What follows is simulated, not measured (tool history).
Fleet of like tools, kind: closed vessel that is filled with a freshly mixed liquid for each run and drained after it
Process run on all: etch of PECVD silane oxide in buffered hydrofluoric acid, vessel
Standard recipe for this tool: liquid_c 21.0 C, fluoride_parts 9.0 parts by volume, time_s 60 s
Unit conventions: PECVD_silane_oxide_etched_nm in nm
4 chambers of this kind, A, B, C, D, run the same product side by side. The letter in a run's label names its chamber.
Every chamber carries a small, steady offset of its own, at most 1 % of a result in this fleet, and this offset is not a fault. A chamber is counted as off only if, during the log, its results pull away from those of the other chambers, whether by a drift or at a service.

| run | day | liquid_c | fluoride_parts | time_s | read-back film thickness of the PECVD silane oxide reference wafer, read on the same gauge (nm) | PECVD_silane_oxide_etched_nm |
|---|---|---|---|---|---|---|
| 1B | 0.362 | 21.0 | 9.0 | 60 | 150.00 | 152.820 |
| 2D | 0.867 | 21.0 | 9.0 | 60 | 150.00 | 151.630 |
| 3A | 1.338 | 21.0 | 9.0 | 60 | 150.00 | 151.830 |
|  | 1.408 | chamber D: thermometer replaced |
| 4C | 1.862 | 21.0 | 9.0 | 60 | 150.02 | 152.110 |
| 5D | 2.312 | 21.0 | 9.0 | 60 | 150.00 | 151.190 |
| 6B | 2.871 | 21.0 | 9.0 | 60 | 150.00 | 149.760 |
| 7C | 3.271 | 21.0 | 8.0 | 30 | 150.00 | 85.358 |
| 8A | 3.512 | 21.0 | 8.0 | 30 | 150.01 | 85.269 |
| 9C | 3.975 | 21.0 | 8.0 | 30 | 149.99 | 87.545 |
| 10B | 4.404 | 21.0 | 8.0 | 30 | 150.00 | 86.313 |
| 11A | 4.683 | 21.0 | 9.0 | 60 | 150.01 | 151.830 |
| 12D | 5.183 | 21.0 | 9.0 | 60 | 150.00 | 150.600 |
| 13B | 5.450 | 21.0 | 9.0 | 60 | 149.99 | 151.550 |
|  | 5.533 | chamber B: hydrofluoric acid flow meter replaced |
| 14A | 5.829 | 21.0 | 9.0 | 60 | 149.98 | 153.580 |
| 15C | 6.342 | 21.0 | 9.0 | 60 | 149.99 | 152.910 |
| 16D | 6.862 | 21.0 | 9.0 | 60 | 149.99 | 151.870 |
| 17A | 7.183 | 21.0 | 9.0 | 60 | 149.99 | 152.230 |
| 18D | 7.458 | 21.0 | 9.0 | 60 | 150.00 | 151.810 |
| 19C | 7.796 | 21.0 | 9.0 | 60 | 149.99 | 153.280 |
| 20B | 8.346 | 21.0 | 9.0 | 60 | 150.00 | 150.220 |
| 21D | 8.729 | 17.5 | 5.5 | 60 | 150.01 | 198.190 |
| 22A | 9.242 | 17.5 | 5.5 | 60 | 149.98 | 206.340 |
|  | 9.312 | chamber C: hydrofluoric acid flow meter replaced |
| 23C | 9.767 | 17.5 | 5.5 | 60 | 149.99 | 204.540 |
| 24B | 10.162 | 17.5 | 5.5 | 60 | 150.01 | 199.320 |
| 25B | 10.575 | 24.0 | 9.0 | 85 | 149.99 | 250.360 |
| 26D | 11.042 | 24.0 | 9.0 | 85 | 150.01 | 254.240 |
| 27C | 11.404 | 24.0 | 9.0 | 85 | 149.98 | 257.190 |
| 28A | 11.912 | 24.0 | 9.0 | 85 | 150.01 | 264.830 |
| 29C | 12.392 | 21.0 | 9.0 | 60 | 150.02 | 154.090 |
| 30D | 12.842 | 21.0 | 9.0 | 60 | 149.99 | 148.990 |
|  | 13.058 | chamber A: thermometer replaced |
| 31A | 13.346 | 21.0 | 9.0 | 60 | 149.99 | 160.420 |
| 32B | 13.683 | 21.0 | 9.0 | 60 | 150.01 | 150.380 |
| 33B | 14.242 | 21.0 | 9.0 | 60 | 149.99 | 148.010 |
| 34A | 14.750 | 21.0 | 9.0 | 60 | 150.00 | 161.740 |
| 35D | 15.050 | 21.0 | 9.0 | 60 | 150.00 | 150.440 |
| 36C | 15.350 | 21.0 | 9.0 | 60 | 149.98 | 150.570 |

For the next run the whole fleet of 4 chambers uses the same settings. Give each chamber's results:
| 37A | 15.750 | 21.0 | 9.0 | 60 |  | ? |
| 37B | 15.750 | 21.0 | 9.0 | 60 |  | ? |
| 37C | 15.750 | 21.0 | 9.0 | 60 |  | ? |
| 37D | 15.750 | 21.0 | 9.0 | 60 |  | ? |

| run | PECVD_silane_oxide_etched_nm |
|---|---|
| 37A | 162.830 |
| 37B | 150.810 |
| 37C | 155.060 |
| 37D | 150.530 |

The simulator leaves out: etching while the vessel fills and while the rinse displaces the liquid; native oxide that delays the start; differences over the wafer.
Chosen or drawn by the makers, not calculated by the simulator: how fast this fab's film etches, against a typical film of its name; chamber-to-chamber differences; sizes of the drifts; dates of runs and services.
